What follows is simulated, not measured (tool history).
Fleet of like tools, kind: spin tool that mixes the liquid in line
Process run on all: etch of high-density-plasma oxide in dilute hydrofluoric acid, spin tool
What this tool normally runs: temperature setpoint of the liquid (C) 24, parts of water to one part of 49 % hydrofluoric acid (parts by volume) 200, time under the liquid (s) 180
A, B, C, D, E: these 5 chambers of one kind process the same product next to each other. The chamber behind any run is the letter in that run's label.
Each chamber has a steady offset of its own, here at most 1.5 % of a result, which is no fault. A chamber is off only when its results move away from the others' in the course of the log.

run	day	temperature setpoint of the liquid (C)	parts of water to one part of 49 % hydrofluoric acid (parts by volume)	time under the liquid (s)	read-back film thickness of the high-density-plasma oxide reference wafer, read on the same gauge (nm)	thickness taken off the high-density-plasma oxide on a monitor wafer (Å)
# day 0.075: chamber E: hydrofluoric acid flow meter replaced
1A	0.25	24	200	180	69.986	54.775
2B	0.592	24	200	180	69.996	54.451
3D	0.9	24	200	180	69.99	54.032
4C	1.142	24	200	180	69.974	54.137
5E	1.367	24	200	180	69.991	54.439
6A	1.779	24	200	180	70.008	54.789
7B	2	24	200	180	70	54.198
8E	2.225	24	200	180	70.034	54.988
9C	2.462	24	200	180	70.029	54.853
10D	2.838	19.5	155	180	69.987	61.727
11C	3.204	19.5	155	180	70.021	62.087
# day 3.317: chamber C: thermometer replaced
12B	3.442	19.5	155	180	69.989	62.364
13E	3.842	19.5	155	180	70.031	62.697
14A	4.146	19.5	155	180	69.995	61.501
15D	4.529	24	200	180	69.995	54.758
# day 4.712: chamber D: thermometer replaced
16E	4.875	24	200	180	69.993	55.129
17D	5.317	24	200	180	69.991	54.93
18A	5.579	24	200	180	70.033	54.445
19B	5.825	24	200	180	70.006	54.502
20C	6.133	24	200	180	69.989	55.627
21E	6.375	24	200	180	69.969	55.325
22B	6.692	24	200	180	69.99	54.506
23C	6.9	24	200	180	69.955	56.313
24A	7.192	24	200	180	70.023	54.807
25D	7.546	24	200	180	70.003	55.012
26D	7.779	24	200	180	70.004	53.998
27E	8.008	24	200	180	70.029	54.844
28C	8.308	24	200	180	69.979	56.614
29B	8.583	24	200	180	70.007	54.718
30A	8.858	24	200	180	69.983	55.078
31D	9.104	24	200	180	69.98	55.112
32C	9.396	24	200	180	70.011	56.877
# day 9.45: chamber B: hydrofluoric acid flow meter replaced
33E	9.729	24	200	265	70.009	81.51
34A	9.971	24	200	265	69.989	79.813
35B	10.2	24	200	265	70	80.228
36E	10.512	24	200	265	70.008	81.456
37A	10.95	24	200	265	69.994	80.323
38C	11.142	24	200	180	69.998	57.692
39B	11.558	20	130	180	69.953	78.153
40D	11.792	20	130	180	70.003	77.89
41E	12.2	20	130	180	69.993	78.437

All 5 chambers run these settings next. Forecast each chamber's results:
42A	12.517	20	200	180		?
42B	12.517	20	200	180		?
42C	12.517	20	200	180		?
42D	12.517	20	200	180		?
42E	12.517	20	200	180		?

run	thickness taken off the high-density-plasma oxide on a monitor wafer (Å)
42A	46.343
42B	46.536
42C	50.117
42D	46.549
42E	47.417

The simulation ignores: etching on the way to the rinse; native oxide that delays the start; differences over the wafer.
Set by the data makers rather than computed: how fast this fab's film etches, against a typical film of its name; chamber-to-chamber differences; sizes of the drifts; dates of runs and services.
